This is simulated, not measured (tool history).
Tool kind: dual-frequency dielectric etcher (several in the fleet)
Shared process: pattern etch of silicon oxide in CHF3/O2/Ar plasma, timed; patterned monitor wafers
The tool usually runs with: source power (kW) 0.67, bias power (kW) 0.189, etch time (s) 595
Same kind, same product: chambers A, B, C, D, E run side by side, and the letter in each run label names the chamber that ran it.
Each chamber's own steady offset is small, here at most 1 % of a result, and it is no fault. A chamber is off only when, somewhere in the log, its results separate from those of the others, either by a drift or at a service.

run,hour,source power (kW),bias power (kW),etch time (s),"read-back reference wafer on the same gauge, depth_nm",mean etch depth across the wafer (Å)
1C,9.6,0.67,0.189,595,1219.8,12615
2E,22.1,0.67,0.189,595,1221,12558
3A,28.1,0.67,0.189,595,1220,12454
4B,40.7,0.67,0.189,595,1220.2,12575
5D,47,0.67,0.189,595,1218.5,12493
6C,53.6,0.67,0.189,595,1219.8,12481
# hour 64.1: chamber B: bias power generator calibrated
7D,64.9,0.67,0.189,595,1221,12540
8A,77.7,0.67,0.153,465,1218.6,9169.2
9E,89.9,0.67,0.153,465,1219.7,9039.8
10B,100.2,0.67,0.153,465,1219.6,9228.3
# hour 102.2: chamber E: wet clean of the chamber
11C,107.1,0.67,0.153,465,1220.5,9115.5
12D,117.8,0.67,0.153,465,1218.9,9101
13A,126.3,0.67,0.189,595,1220.4,12402
14E,134.5,0.67,0.189,595,1219.9,12406
15B,141.3,0.67,0.189,595,1220.3,12560
16D,153.2,0.67,0.189,595,1220.2,12517
17A,162.8,0.67,0.189,595,1219.4,12584
# hour 169.8: chamber C: bias power generator calibrated
18C,170.2,0.51,0.203,595,1220.7,11338
19B,178.7,0.51,0.203,595,1221,11435
20E,186.4,0.51,0.203,595,1219.8,11555
21B,193.4,0.51,0.203,595,1220.2,11340
22A,201.7,0.51,0.203,595,1220.4,11458
23C,210.4,0.67,0.189,595,1219.5,12341
# hour 215.1: chamber C: source power generator calibrated
24D,221,0.67,0.189,595,1220.1,12686
25E,233,0.67,0.189,595,1218.1,12406
26B,244,0.67,0.189,595,1218.8,12322
27A,256.2,0.67,0.189,595,1218.1,12377
# hour 257.7: chamber C: wet clean of the chamber
28D,268.6,0.67,0.189,595,1222,12659
# hour 273.1: chamber A: wet clean of the chamber
29C,279.8,0.67,0.189,595,1221,12300
30E,288.9,0.67,0.189,595,1219,12346
31E,297.2,0.67,0.189,595,1219.1,12396
32A,307.7,0.67,0.189,595,1220.2,12470

Each of the 5 chambers runs these same settings next. Fill in every chamber's results:
33A,316.9,0.67,0.189,595,,?
33B,316.9,0.67,0.189,595,,?
33C,316.9,0.67,0.189,595,,?
33D,316.9,0.67,0.189,595,,?
33E,316.9,0.67,0.189,595,,?

run,mean etch depth across the wafer (Å)
33A,12524
33B,12070
33C,12321
33D,12488
33E,12419

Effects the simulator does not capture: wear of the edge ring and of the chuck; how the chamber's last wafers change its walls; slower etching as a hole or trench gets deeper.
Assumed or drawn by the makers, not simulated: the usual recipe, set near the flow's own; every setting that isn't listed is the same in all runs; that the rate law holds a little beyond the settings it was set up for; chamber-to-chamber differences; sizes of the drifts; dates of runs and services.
